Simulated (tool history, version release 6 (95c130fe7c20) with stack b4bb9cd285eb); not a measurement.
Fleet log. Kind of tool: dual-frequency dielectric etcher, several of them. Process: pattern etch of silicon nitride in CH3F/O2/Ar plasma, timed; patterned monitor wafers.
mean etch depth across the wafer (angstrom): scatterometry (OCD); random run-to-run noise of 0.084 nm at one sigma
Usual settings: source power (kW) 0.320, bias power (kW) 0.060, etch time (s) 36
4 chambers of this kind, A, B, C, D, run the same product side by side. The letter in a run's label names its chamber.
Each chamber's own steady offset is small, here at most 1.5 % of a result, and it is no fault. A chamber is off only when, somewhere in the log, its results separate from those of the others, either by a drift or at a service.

run	day	source power (kW)	bias power (kW)	etch time (s)	read-back reference wafer on the same gauge, depth_nm	mean etch depth across the wafer (angstrom)
1D	0.546	0.320	0.060	36	17.708	217.50
2B	1.008	0.320	0.060	36	17.690	216.50
3A	1.538	0.320	0.060	36	17.688	219.52
4C	1.938	0.320	0.060	36	17.709	218.52
5C	2.529	0.320	0.060	36	17.688	219.36
6D	3.054	0.320	0.060	44	17.693	265.23
7A	3.521	0.320	0.060	44	17.687	270.17
8B	4.154	0.320	0.060	44	17.704	265.39
9C	4.804	0.320	0.060	44	17.698	269.67
10B	5.492	0.320	0.060	36	17.720	216.25
11A	5.900	0.320	0.060	36	17.679	220.41
# day 6.333: chamber C: wet clean of the chamber
12D	6.475	0.320	0.060	36	17.699	216.87
13D	6.896	0.320	0.060	36	17.694	215.67
14C	7.312	0.320	0.060	36	17.693	219.60
15A	7.850	0.320	0.060	36	17.684	221.06
16B	8.325	0.320	0.060	36	17.711	215.56
# day 8.500: chamber D: bias power generator calibrated
17D	8.933	0.320	0.060	36	17.690	216.77
18A	9.242	0.320	0.060	36	17.695	220.87
19C	9.583	0.240	0.060	36	17.690	197.49
20B	9.971	0.240	0.060	36	17.697	193.66
# day 10.300: chamber A: wet clean of the chamber
21C	10.496	0.240	0.060	36	17.699	197.37
22D	11.104	0.240	0.060	36	17.710	195.27
23A	11.412	0.320	0.060	36	17.691	210.83
24B	12.017	0.320	0.060	36	17.687	217.37
25A	12.433	0.320	0.060	36	17.716	210.82
26C	12.779	0.320	0.060	36	17.715	220.19
27B	13.250	0.320	0.060	32	17.702	192.79
28D	13.779	0.320	0.060	32	17.695	193.81
29C	14.300	0.320	0.060	32	17.699	196.10
30A	14.729	0.320	0.060	32	17.719	187.46
31D	15.146	0.320	0.060	36	17.705	216.70
32B	15.754	0.320	0.060	36	17.714	217.00
33D	16.292	0.320	0.060	36	17.724	218.19
34A	16.992	0.320	0.060	36	17.699	212.09
# day 17.412: chamber B: wet clean of the chamber
35B	17.567	0.370	0.060	42	17.696	268.12
36C	17.983	0.370	0.060	42	17.681	271.76
37A	18.429	0.370	0.060	42	17.696	261.27
38B	18.867	0.370	0.060	42	17.708	270.11

Which is it: a chamber that has drifted or been left off by a service, a gauge drift common to all chambers, or only each chamber's usual small offset? If a chamber is off, name it and its likeliest cause.

A service left chamber A off against the others.
What lies behind it: etch rate under this chamber's usual, % = 4.22.

Below are 4 candidate recipes for chamber A's next run, each the usual settings with a change, their results shown as question marks. Which of them brings A's results back in line with what the other chambers give on the usual settings?
Allowed miss from the other chambers' usual-settings mean, per result, to count as in line: mean etch depth across the wafer (angstrom) 3.00
39A-1	19.367	0.320	0.060	37		?
39A-2	19.367	0.320	0.061	38		?
39A-3	19.367	0.320	0.060	35		?
39A-4	19.367	0.320	0.059	34		?

Average result of the remaining chambers running the usual settings: mean etch depth across the wafer (angstrom) 218.04
run	mean etch depth across the wafer (angstrom)
39A-1	217.77
39A-2	224.90
39A-3	206.00
39A-4	198.99
39A-1 brings the chamber back in line.
